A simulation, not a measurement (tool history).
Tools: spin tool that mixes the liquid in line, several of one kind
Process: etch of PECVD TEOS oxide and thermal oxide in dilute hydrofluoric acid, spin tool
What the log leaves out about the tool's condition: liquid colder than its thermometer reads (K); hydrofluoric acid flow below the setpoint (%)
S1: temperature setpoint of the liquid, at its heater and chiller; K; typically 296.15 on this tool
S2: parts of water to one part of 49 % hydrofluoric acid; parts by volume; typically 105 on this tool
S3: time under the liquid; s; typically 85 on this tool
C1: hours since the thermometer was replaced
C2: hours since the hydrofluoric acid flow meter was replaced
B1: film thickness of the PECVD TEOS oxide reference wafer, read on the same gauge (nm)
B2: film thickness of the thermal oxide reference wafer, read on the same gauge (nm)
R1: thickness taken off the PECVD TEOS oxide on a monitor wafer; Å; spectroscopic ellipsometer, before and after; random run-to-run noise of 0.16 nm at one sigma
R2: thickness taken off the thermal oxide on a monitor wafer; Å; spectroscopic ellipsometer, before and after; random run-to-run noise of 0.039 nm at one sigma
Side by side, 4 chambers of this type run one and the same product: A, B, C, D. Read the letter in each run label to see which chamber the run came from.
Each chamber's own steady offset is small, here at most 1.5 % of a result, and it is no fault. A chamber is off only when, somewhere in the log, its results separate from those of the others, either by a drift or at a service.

-- hour=0.4 chamber D: hydrofluoric acid flow meter replaced
-- hour=1.6 chamber B: thermometer replaced
run 1D hour=7.1 | S1=296.15 S2=105 S3=85 | C1=441.4 C2=6.8 | B1=110.03 B2=139.97 | R1=184.54 R2=35.428
run 2A hour=16.5 | S1=296.15 S2=105 S3=85 | C1=1525.2 C2=1309.5 | B1=109.97 B2=140.02 | R1=183.8 R2=36.321
run 3C hour=25.8 | S1=296.15 S2=105 S3=85 | C1=915.2 C2=90.1 | B1=109.96 B2=139.99 | R1=181.78 R2=35.469
run 4B hour=30.6 | S1=296.15 S2=105 S3=85 | C1=29.1 C2=1082.2 | B1=110.03 B2=140.03 | R1=185.33 R2=36.557
run 5D hour=36.4 | S1=296.15 S2=105 S3=85 | C1=470.7 C2=36.1 | B1=109.97 B2=139.98 | R1=182.75 R2=35.751
run 6B hour=44.7 | S1=296.15 S2=105 S3=85 | C1=43.2 C2=1096.3 | B1=109.97 B2=140.01 | R1=186.65 R2=35.988
run 7A hour=50.1 | S1=296.15 S2=105 S3=85 | C1=1558.8 C2=1343.1 | B1=109.99 B2=139.99 | R1=180.38 R2=35.699
run 8C hour=55.1 | S1=296.15 S2=105 S3=85 | C1=944.5 C2=119.4 | B1=110.03 B2=139.99 | R1=183.87 R2=35.552
run 9C hour=59.3 | S1=296.15 S2=105 S3=85 | C1=948.7 C2=123.6 | B1=109.95 B2=140.03 | R1=182.94 R2=36.067
run 10A hour=66.8 | S1=296.15 S2=105 S3=85 | C1=1575.5 C2=1359.8 | B1=109.99 B2=140.02 | R1=180.15 R2=35.343
run 11D hour=74.3 | S1=296.15 S2=105 S3=85 | C1=508.6 C2=74 | B1=110.04 B2=140.01 | R1=186.1 R2=36.15
run 12B hour=79.9 | S1=296.15 S2=105 S3=85 | C1=78.4 C2=1131.5 | B1=110.02 B2=140.01 | R1=185.14 R2=36.063
run 13A hour=85.9 | S1=296.15 S2=105 S3=85 | C1=1594.6 C2=1378.9 | B1=109.98 B2=139.99 | R1=181.29 R2=35.986
run 14D hour=90.2 | S1=296.15 S2=105 S3=85 | C1=524.5 C2=89.9 | B1=109.97 B2=140.01 | R1=182.64 R2=35.521
run 15C hour=94.5 | S1=296.15 S2=105 S3=85 | C1=983.9 C2=158.8 | B1=109.99 B2=139.99 | R1=182.22 R2=35.873
run 16B hour=101 | S1=296.15 S2=105 S3=85 | C1=99.5 C2=1152.6 | B1=109.99 B2=140 | R1=186.01 R2=35.908
-- hour=101.2 chamber A: thermometer replaced
run 17C hour=109.6 | S1=296.15 S2=105 S3=85 | C1=999 C2=173.9 | B1=110 B2=140.01 | R1=183 R2=36.05
run 18B hour=117.7 | S1=293.65 S2=105 S3=120 | C1=116.2 C2=1169.3 | B1=109.97 B2=139.97 | R1=237.11 R2=46.478
run 19A hour=123.6 | S1=293.65 S2=105 S3=120 | C1=22.5 C2=1416.6 | B1=110.01 B2=140.02 | R1=233.25 R2=46.011
run 20D hour=128 | S1=293.65 S2=105 S3=120 | C1=562.3 C2=127.7 | B1=110 B2=140 | R1=235.23 R2=45.226
run 21B hour=132.2 | S1=293.65 S2=105 S3=120 | C1=130.7 C2=1183.8 | B1=109.94 B2=140 | R1=235.68 R2=45.87
run 22A hour=136.4 | S1=296.15 S2=105 S3=85 | C1=35.3 C2=1429.4 | B1=109.98 B2=139.98 | R1=183.66 R2=35.96
run 23C hour=142.8 | S1=296.15 S2=105 S3=85 | C1=1032.2 C2=207.1 | B1=110.06 B2=139.99 | R1=185.67 R2=35.473
run 24D hour=150.2 | S1=296.15 S2=105 S3=85 | C1=584.5 C2=149.9 | B1=110.01 B2=140.03 | R1=183.63 R2=35.157
run 25A hour=157 | S1=292.15 S2=105 S3=85 | C1=55.9 C2=1450 | B1=110.02 B2=140 | R1=156.16 R2=30.58
run 26B hour=163.1 | S1=292.15 S2=105 S3=85 | C1=161.6 C2=1214.7 | B1=110.03 B2=140.02 | R1=154.84 R2=30.877
run 27C hour=171.5 | S1=292.15 S2=105 S3=85 | C1=1060.9 C2=235.8 | B1=109.98 B2=140.01 | R1=157.97 R2=30.487
run 28D hour=178.6 | S1=292.15 S2=105 S3=85 | C1=612.9 C2=178.3 | B1=109.98 B2=139.96 | R1=153.91 R2=30.346

Is one chamber out of step, is the gauge drifting, or do the chambers differ by no more than their own small offsets? For an off chamber, give its letter and the likeliest cause.

All chambers stay in line apart from their small fixed offsets, and the gauge does not drift.
